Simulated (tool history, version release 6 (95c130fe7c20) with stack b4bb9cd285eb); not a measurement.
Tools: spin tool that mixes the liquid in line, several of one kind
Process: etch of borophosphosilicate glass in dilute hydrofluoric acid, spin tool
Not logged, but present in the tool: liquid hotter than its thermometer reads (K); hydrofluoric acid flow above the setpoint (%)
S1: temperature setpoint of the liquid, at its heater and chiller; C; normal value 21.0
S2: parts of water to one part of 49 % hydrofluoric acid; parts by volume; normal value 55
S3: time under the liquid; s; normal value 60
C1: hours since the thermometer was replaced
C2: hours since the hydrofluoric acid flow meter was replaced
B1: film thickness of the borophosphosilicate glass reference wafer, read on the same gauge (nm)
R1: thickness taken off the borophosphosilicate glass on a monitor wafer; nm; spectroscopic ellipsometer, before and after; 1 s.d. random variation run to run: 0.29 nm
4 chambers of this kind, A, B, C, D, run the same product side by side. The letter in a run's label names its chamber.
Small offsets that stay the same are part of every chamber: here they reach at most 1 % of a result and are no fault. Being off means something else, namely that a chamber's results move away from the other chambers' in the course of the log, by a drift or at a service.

run,hour,S1,S2,S3,C1,C2,B1,R1
1C,4.8,21.0,55,60,682.4,1501.2,150.00,52.836
2D,12.7,21.0,55,60,365.5,1040.7,149.97,53.302
3A,21.1,21.0,55,60,426.1,269.4,149.98,53.509
4B,26.9,21.0,55,60,282.9,524.0,149.99,53.711
# hour 32.4: chamber D: hydrofluoric acid flow meter replaced
5B,34.4,21.0,55,60,290.4,531.5,150.02,52.911
6C,39.8,21.0,55,60,717.4,1536.2,149.97,52.831
7D,44.4,21.0,55,30,397.2,12.0,150.00,26.915
8A,53.4,21.0,55,30,458.4,301.7,150.02,26.865
9B,60.8,21.0,55,30,316.8,557.9,150.02,26.331
# hour 69.7: chamber C: thermometer replaced
10D,70.4,21.0,55,30,423.2,38.0,150.00,26.863
11C,78.4,21.0,55,60,8.7,1574.8,150.03,53.135
12A,84.8,21.0,55,60,489.8,333.1,149.99,53.427
13B,93.6,21.0,55,60,349.6,590.7,150.05,52.931
14C,102.4,21.0,55,60,32.7,1598.8,150.01,53.567
15D,112.7,21.0,55,60,465.5,80.3,150.01,53.569
16A,119.0,21.0,55,60,524.0,367.3,149.99,53.666
17C,125.1,21.0,55,60,55.4,1621.5,150.00,53.317
18B,133.8,21.0,55,60,389.8,630.9,150.01,53.149
19A,140.9,21.0,55,60,545.9,389.2,150.02,53.217
20D,146.1,21.0,55,60,498.9,113.7,150.00,53.302
21A,154.5,17.5,35,60,559.5,402.8,150.00,74.850
22C,164.8,17.5,35,60,95.1,1661.2,150.00,73.025
23D,173.4,17.5,35,60,526.2,141.0,150.01,74.106
24B,182.9,17.5,35,60,438.9,680.0,150.00,74.300
25D,188.4,21.0,55,60,541.2,156.0,150.00,53.145
26A,194.2,21.0,55,60,599.2,442.5,149.99,53.823
27C,202.6,21.0,55,60,132.9,1699.0,149.99,52.710
28B,209.9,21.0,55,60,465.9,707.0,150.02,53.402
29D,218.5,21.0,55,60,571.3,186.1,149.99,53.417
30C,224.6,21.0,55,60,154.9,1721.0,149.98,52.861
31A,232.5,21.0,55,60,637.5,480.8,150.00,53.352
32B,242.5,21.0,55,60,498.5,739.6,149.99,53.254

Decide between three cases: one chamber stands off from its peers, the gauge reading all wafers drifts, or nothing is wrong past each chamber's small offset. Where a chamber is off, say which and what most likely put it there.

Nothing is wrong: each chamber keeps only its own small, steady offset and the gauge holds still.
